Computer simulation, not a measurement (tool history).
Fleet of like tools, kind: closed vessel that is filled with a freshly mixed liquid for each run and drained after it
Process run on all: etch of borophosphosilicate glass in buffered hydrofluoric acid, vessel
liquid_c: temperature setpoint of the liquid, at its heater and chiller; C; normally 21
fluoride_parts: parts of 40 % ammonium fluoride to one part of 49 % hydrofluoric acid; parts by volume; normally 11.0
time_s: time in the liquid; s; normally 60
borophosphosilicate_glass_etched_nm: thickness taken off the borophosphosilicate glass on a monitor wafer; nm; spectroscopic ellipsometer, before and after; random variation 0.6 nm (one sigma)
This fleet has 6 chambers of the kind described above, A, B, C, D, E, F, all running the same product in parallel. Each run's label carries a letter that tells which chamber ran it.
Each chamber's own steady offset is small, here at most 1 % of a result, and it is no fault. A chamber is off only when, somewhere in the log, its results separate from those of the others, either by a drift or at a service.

run,day,liquid_c,fluoride_parts,time_s,"read-back film thickness of the borophosphosilicate glass reference wafer, read on the same gauge (nm)",borophosphosilicate_glass_etched_nm
1D,0.446,21,11.0,60,39.997,90.796
2C,0.704,21,11.0,60,39.995,90.260
3F,1.029,21,11.0,60,40.001,88.634
4A,1.350,21,11.0,60,39.993,90.151
# day 1.821: chamber E: thermometer replaced
5B,1.892,21,9.5,60,39.974,101.590
6E,2.371,21,9.5,60,39.992,103.060
7E,2.771,21,9.5,60,39.995,101.030
8F,3.025,21,9.5,60,39.975,101.730
9A,3.438,21,9.5,60,40.012,101.210
10C,3.917,21,9.5,60,40.009,101.400
11D,4.217,21,11.0,60,39.993,90.169
12B,4.450,21,8.0,60,39.997,119.160
13D,4.892,21,8.0,60,40.006,120.830
14E,5.321,21,8.0,60,39.994,118.110
15C,5.842,21,8.0,60,40.001,120.640
# day 6.271: chamber B: hydrofluoric acid flow meter replaced
16A,6.367,21,8.0,60,40.003,119.340
17B,6.704,21,8.0,60,39.981,121.290
18F,7.092,21,11.0,60,39.982,88.684
19C,7.429,19,15.0,60,40.008,58.373
20B,7.821,19,15.0,60,39.985,60.453
21E,8.192,19,15.0,60,40.005,58.178
22D,8.712,19,15.0,60,40.013,59.824
23F,9.179,19,15.0,60,39.994,58.866
24A,9.654,19,15.0,60,40.013,59.754
25A,9.983,21,11.0,60,39.988,90.485
26B,10.308,21,11.0,60,39.997,93.826
27E,10.712,21,11.0,60,39.987,88.423
# day 10.912: chamber A: hydrofluoric acid flow meter replaced
28D,11.254,21,11.0,60,39.991,89.479
29C,11.717,21,11.0,60,40.003,88.727
30F,12.262,23,11.0,45,40.008,74.944
31A,12.633,23,11.0,45,39.991,74.950
32C,13.012,23,11.0,45,40.000,74.315
33B,13.338,23,11.0,45,39.983,79.744
34F,13.821,23,11.0,45,39.988,75.289
35D,14.146,23,11.0,45,40.010,75.299
36E,14.604,21,11.0,60,40.007,88.853
37C,15.133,21,11.0,60,40.016,88.810
38D,15.638,21,11.0,60,40.006,89.267
39F,15.879,21,11.0,60,40.004,88.320
40A,16.283,21,11.0,60,40.009,89.029

One chamber off, gauge drift, or nothing amiss beyond the chambers' own small offsets? If it is a chamber, which one, and what is the likeliest cause?

One chamber, B, drifts off from the rest bit by bit.
What lies behind it: liquid hotter than its thermometer reads (K) = 1.48.

Which of the 4 candidates below, each the usual settings with something changed and its results left as question marks, puts chamber B back in line with what the other chambers give on the usual settings?
Counts as in line when no further than this from what the other chambers average on the usual settings: borophosphosilicate_glass_etched_nm 2.100 nm
41B-1,16.671,21,13.0,60,,?
41B-2,16.671,21,11.0,55,,?
41B-3,16.671,21,11.0,65,,?
41B-4,16.671,22,9.5,60,,?

Usual-settings mean across the other chambers: borophosphosilicate_glass_etched_nm 89.586 nm
run,borophosphosilicate_glass_etched_nm
41B-1,83.625
41B-2,90.145
41B-3,106.540
41B-4,117.490
With 41B-2, the chamber falls back in line with the rest.
